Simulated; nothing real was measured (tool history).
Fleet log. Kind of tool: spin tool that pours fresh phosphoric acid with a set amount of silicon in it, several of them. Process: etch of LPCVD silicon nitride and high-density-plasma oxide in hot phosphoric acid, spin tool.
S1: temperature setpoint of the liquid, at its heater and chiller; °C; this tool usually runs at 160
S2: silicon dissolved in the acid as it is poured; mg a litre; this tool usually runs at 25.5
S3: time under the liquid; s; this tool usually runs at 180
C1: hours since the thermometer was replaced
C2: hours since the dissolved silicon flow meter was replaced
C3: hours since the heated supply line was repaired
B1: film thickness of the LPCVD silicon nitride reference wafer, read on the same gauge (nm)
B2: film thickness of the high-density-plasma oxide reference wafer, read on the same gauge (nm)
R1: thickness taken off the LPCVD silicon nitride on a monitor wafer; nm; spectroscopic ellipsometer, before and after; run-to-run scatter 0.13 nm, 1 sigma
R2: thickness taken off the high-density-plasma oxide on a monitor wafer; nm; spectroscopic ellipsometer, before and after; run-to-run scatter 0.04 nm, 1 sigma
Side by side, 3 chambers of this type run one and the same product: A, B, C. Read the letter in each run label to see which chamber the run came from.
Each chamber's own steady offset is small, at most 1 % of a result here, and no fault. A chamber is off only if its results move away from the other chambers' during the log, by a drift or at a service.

run    day     S1    S2   S3      C1      C2      C3      B1      B2      R1       R2
 1B  0.304    160  25.5  180  1197.5   794.2  1075.3  59.995  120.02  15.567  0.65905
 2A  0.612    160  25.5  180  1349.5  1192.4   431.8  60.023     120  15.542  0.70727
 3C  1.175    160  25.5  180   435.4   729.8  2346.1  60.049     120   15.33  0.63234
 4B  1.617    160  25.5  180    1229   825.7  1106.8  60.003  119.96  15.455  0.62916
 5C  1.992  162.5    19  180     455   749.4  2365.7  59.984  119.99  16.832  0.98955
 6A  2.479  162.5    19  180  1394.3  1237.2   476.6  60.027  120.03  16.827  0.85111
 7A  2.992  162.5    19  180  1406.6  1249.5   488.9  60.002  119.96  16.746   1.0289
 8C  3.325    160  25.5  180     487   781.4  2397.7  60.013  120.01  15.153  0.63216
 9B  3.696    160  25.5  180  1278.9   875.6  1156.7  59.996  120.02  15.204  0.64169
10C  4.088    160  25.5  180   505.3   799.7    2416  60.025  119.97  15.295  0.64876
11B  4.438    160  25.5  180  1296.7   893.4  1174.5  60.006  119.99  15.106  0.60648
12A  4.796    160  25.5  180  1449.9  1292.8   532.2  60.025  119.99  15.514  0.68113
13C  5.396    159  25.5  180   536.7   831.1  2447.4  60.005  119.98  14.833  0.63797
     5.404  -- chamber A: thermometer replaced
14B  5.725    159  25.5  180  1327.6   924.3  1205.4  60.014     120  14.335  0.55385
15A  6.192    159  25.5  180      19  1326.3   565.7  60.022  119.97  14.798  0.59106
16B  6.571    160  25.5  180  1347.9   944.6  1225.7  60.034  120.01   14.81   0.6227
17C  6.942    160  25.5  180   573.8   868.2  2484.5  60.039  120.01  15.111  0.59747
18A  7.479    160  25.5  180    49.9  1357.2   596.6  59.992  120.02  15.493  0.69832
19C  7.896    160  25.5  180   596.7   891.1  2507.4  59.993  120.01  15.073  0.60503
20A  8.188    160  25.5  180    66.9  1374.2   613.6  59.985  119.97  15.558  0.63771
21B  8.658    160  25.5  180    1398   994.7  1275.8  59.973  120.03  14.606  0.51309
22B  9.229    160  25.5  180  1411.7  1008.4  1289.5  59.993  120.01  14.411  0.49773
23C  9.721    160  25.5  180   640.5   934.9  2551.2  60.016  120.01  15.278  0.61856

Read the log: is a single chamber off, either drifting away or since a service, is the gauge that measures every chamber drifting, or is nothing wrong beyond small per-chamber offsets? Name any odd chamber and what most likely caused it.

One chamber, B, drifts off from the rest bit by bit.
Likeliest cause: temperature lost on the way to the wafer (K) = 2.73.
It could be hard to tell apart here from: liquid colder than its thermometer reads (K).

Chamber B could run next with any of the 4 candidate recipes listed below; each alters the usual settings, and their results appear as question marks. Which one brings its results back in line with what the other chambers deliver on the usual settings?
Allowed miss from the other chambers' usual-settings mean, per result, to count as in line: R1 0.46 nm; R2 0.14 nm
24B-1  10.154  160    22  195                       ?   ?
24B-2  10.154  160  26.5  175                       ?   ?
24B-3  10.154  160  24.5  185                       ?   ?
24B-4  10.154  160    29  165                       ?   ?

Average result of the remaining chambers running the usual settings: R1 15.387 nm; R2 0.63986 nm
  run      R1       R2
24B-1  15.342  0.61609
24B-2  13.769  0.47606
24B-3  14.556  0.53858
24B-4  12.982  0.40791
The right change is 24B-1: it brings the chamber back within the allowed miss of the others.

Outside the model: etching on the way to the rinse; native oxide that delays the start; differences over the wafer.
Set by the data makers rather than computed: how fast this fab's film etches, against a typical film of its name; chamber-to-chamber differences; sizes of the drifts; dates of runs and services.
